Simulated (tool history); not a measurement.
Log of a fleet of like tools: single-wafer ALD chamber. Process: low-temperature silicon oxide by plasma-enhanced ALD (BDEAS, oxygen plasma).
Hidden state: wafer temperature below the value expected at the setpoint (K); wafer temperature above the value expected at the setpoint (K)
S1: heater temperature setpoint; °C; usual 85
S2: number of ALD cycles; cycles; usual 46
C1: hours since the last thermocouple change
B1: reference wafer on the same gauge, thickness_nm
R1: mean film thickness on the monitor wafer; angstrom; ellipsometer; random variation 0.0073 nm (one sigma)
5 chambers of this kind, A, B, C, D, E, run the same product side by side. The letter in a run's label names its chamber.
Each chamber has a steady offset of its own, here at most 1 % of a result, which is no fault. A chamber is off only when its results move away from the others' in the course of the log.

run	hour	S1	S2	C1	B1	R1
1E	4.1	85	46	1174.7	7.6918	69.549
2C	7.3	85	46	1881.5	7.6924	69.266
3D	12.6	85	46	1441.4	7.6929	68.854
4A	17.6	85	46	755.7	7.6936	69.174
5B	21.6	85	46	2608.2	7.6940	69.261
6B	25.0	85	46	2611.6	7.6930	69.131
7A	30.5	85	38	768.6	7.6952	57.326
8C	36.4	85	38	1910.6	7.6969	57.244
9D	41.2	85	38	1470.0	7.6964	56.933
10E	47.0	85	38	1217.6	7.6993	57.471
11B	51.5	85	38	2638.1	7.6993	57.275
12D	55.3	85	46	1484.1	7.6986	68.915
13A	60.8	85	46	798.9	7.7031	69.416
14C	65.4	85	46	1939.6	7.7023	69.452
15E	70.1	85	46	1240.7	7.7042	69.696
16C	75.0	85	46	1949.2	7.7048	69.339
17D	78.5	85	46	1507.3	7.7045	69.018
18A	82.0	85	46	820.1	7.7062	69.294
19B	87.0	85	46	2673.6	7.7069	69.356
20E	90.4	85	46	1261.0	7.7075	69.612
21A	95.0	85	46	833.1	7.7062	69.508
22B	98.9	85	46	2685.5	7.7117	69.429
23E	104.4	85	46	1275.0	7.7089	69.639
24D	108.8	85	46	1537.6	7.7099	69.023
25C	112.8	85	46	1987.0	7.7120	69.466
26C	117.3	85	46	1991.5	7.7130	69.431
27A	121.5	85	46	859.6	7.7119	69.569
28E	125.9	85	46	1296.5	7.7130	69.913
29D	128.7	85	42	1557.5	7.7163	62.989
30B	131.6	85	42	2718.2	7.7124	63.399
31D	134.4	85	42	1563.2	7.7140	63.017
32E	138.1	85	42	1308.7	7.7152	63.668
33C	142.3	85	42	2016.5	7.7194	63.370
34B	147.5	85	46	2734.1	7.7171	69.365
35A	151.4	85	46	889.5	7.7175	69.584
36A	155.1	85	46	893.2	7.7200	69.612
37E	158.0	85	46	1328.6	7.7212	69.833
38D	163.2	85	46	1592.0	7.7202	69.117
39C	166.2	85	46	2040.4	7.7210	69.503
40B	169.5	85	46	2756.1	7.7199	69.528

Next, every chamber runs the same settings. What will each give?
41A	173.7	85	53			?
41B	173.7	85	53			?
41C	173.7	85	53			?
41D	173.7	85	53			?
41E	173.7	85	53			?

run	R1
41A	80.330
41B	80.090
41C	80.009
41D	79.623
41E	80.617
